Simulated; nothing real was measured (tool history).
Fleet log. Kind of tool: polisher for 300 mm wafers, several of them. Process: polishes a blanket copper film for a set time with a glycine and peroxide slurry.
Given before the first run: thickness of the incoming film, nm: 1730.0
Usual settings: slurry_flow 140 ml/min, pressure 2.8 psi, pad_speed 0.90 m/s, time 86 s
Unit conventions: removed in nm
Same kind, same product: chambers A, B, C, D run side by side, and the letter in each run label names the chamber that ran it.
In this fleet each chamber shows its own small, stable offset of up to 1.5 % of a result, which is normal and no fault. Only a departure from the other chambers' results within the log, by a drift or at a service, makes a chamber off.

run,day,slurry_flow,pressure,pad_speed,time,removed
# day 0.258: chamber D: worn pad replaced by a new one
1C,0.312,140,2.8,0.90,86,481.56
# day 0.533: chamber A: worn pad replaced by a new one
2A,0.871,140,2.8,0.90,86,475.95
3D,1.192,140,2.8,0.90,86,471.05
# day 1.433: chamber B: worn pad replaced by a new one
4B,1.442,140,2.8,0.90,86,478.59
5D,1.942,140,2.8,0.90,86,471.80
6B,2.225,140,2.8,0.90,86,481.05
# day 2.317: chamber C: worn pad replaced by a new one
7A,2.554,140,2.8,0.90,86,474.72
8C,2.933,140,2.8,0.90,86,475.35
# day 3.300: chamber D: worn pad replaced by a new one
9A,3.429,140,2.8,0.90,86,463.08
# day 3.562: chamber A: worn pad replaced by a new one
10B,3.929,140,2.8,0.90,86,482.88
11C,4.312,140,2.8,0.90,86,474.14
# day 4.567: chamber C: slurry nozzle cleaned
# day 4.633: chamber B: head pressure recalibrated
# day 4.688: chamber B: worn pad replaced by a new one
12D,4.846,140,2.8,0.90,86,465.59
13D,5.362,140,2.8,0.90,86,474.24
# day 5.550: chamber C: worn pad replaced by a new one
14A,5.704,140,2.8,0.90,86,462.44
15B,6.242,140,2.8,0.90,86,469.30
# day 6.679: chamber D: worn pad replaced by a new one
16C,6.683,140,2.8,0.90,86,476.32
# day 6.954: chamber A: slurry nozzle cleaned
17C,7.092,140,2.8,0.90,86,473.68
# day 7.217: chamber A: worn pad replaced by a new one
# day 7.267: chamber D: head pressure recalibrated
18D,7.412,140,2.8,0.90,86,471.72
19A,7.867,140,2.8,0.90,86,472.67
# day 8.150: chamber B: worn pad replaced by a new one
20B,8.300,140,2.8,0.90,86,456.44
21B,8.588,140,3.6,0.90,86,562.39
22C,8.867,140,3.6,0.90,86,583.77
# day 9.021: chamber C: worn pad replaced by a new one
23A,9.133,140,3.6,0.90,86,590.97
# day 9.525: chamber D: worn pad replaced by a new one
24D,9.629,140,3.6,0.90,86,580.94
25C,9.950,140,2.8,0.90,86,483.42
# day 10.117: chamber A: worn pad replaced by a new one
26D,10.367,140,2.8,0.90,86,472.43
27A,10.879,140,2.8,1.06,67,409.19
28B,11.329,140,2.8,1.06,67,409.83
# day 11.471: chamber B: worn pad replaced by a new one
29C,11.717,140,2.8,1.06,67,419.49
30D,12.258,140,2.8,1.06,67,413.04
# day 12.454: chamber A: head pressure recalibrated
31B,12.575,140,2.8,0.90,86,441.47
# day 12.579: chamber C: worn pad replaced by a new one
# day 12.775: chamber D: worn pad replaced by a new one
32A,13.033,100,2.8,0.90,113,574.01
33D,13.517,100,2.8,0.90,113,579.40
# day 13.579: chamber A: worn pad replaced by a new one
34A,13.779,100,2.8,0.90,113,565.29
35C,14.217,100,2.8,0.90,113,567.17
36B,14.779,140,2.8,0.90,86,436.67
# day 15.000: chamber B: worn pad replaced by a new one
37D,15.200,140,2.8,0.90,86,461.26
# day 15.371: chamber C: worn pad replaced by a new one
38B,15.508,140,2.8,0.90,86,428.59
39A,15.833,140,2.8,0.90,86,476.01
40C,16.279,140,2.8,0.90,86,471.57

All chambers now run identical settings, listed one chamber a line with results as question marks. What results will each chamber show?
41A,16.688,140,2.8,0.90,86,?
41B,16.688,140,2.8,0.90,86,?
41C,16.688,140,2.8,0.90,86,?
41D,16.688,140,2.8,0.90,86,?

run,removed
41A,466.38
41B,421.10
41C,476.31
41D,473.54
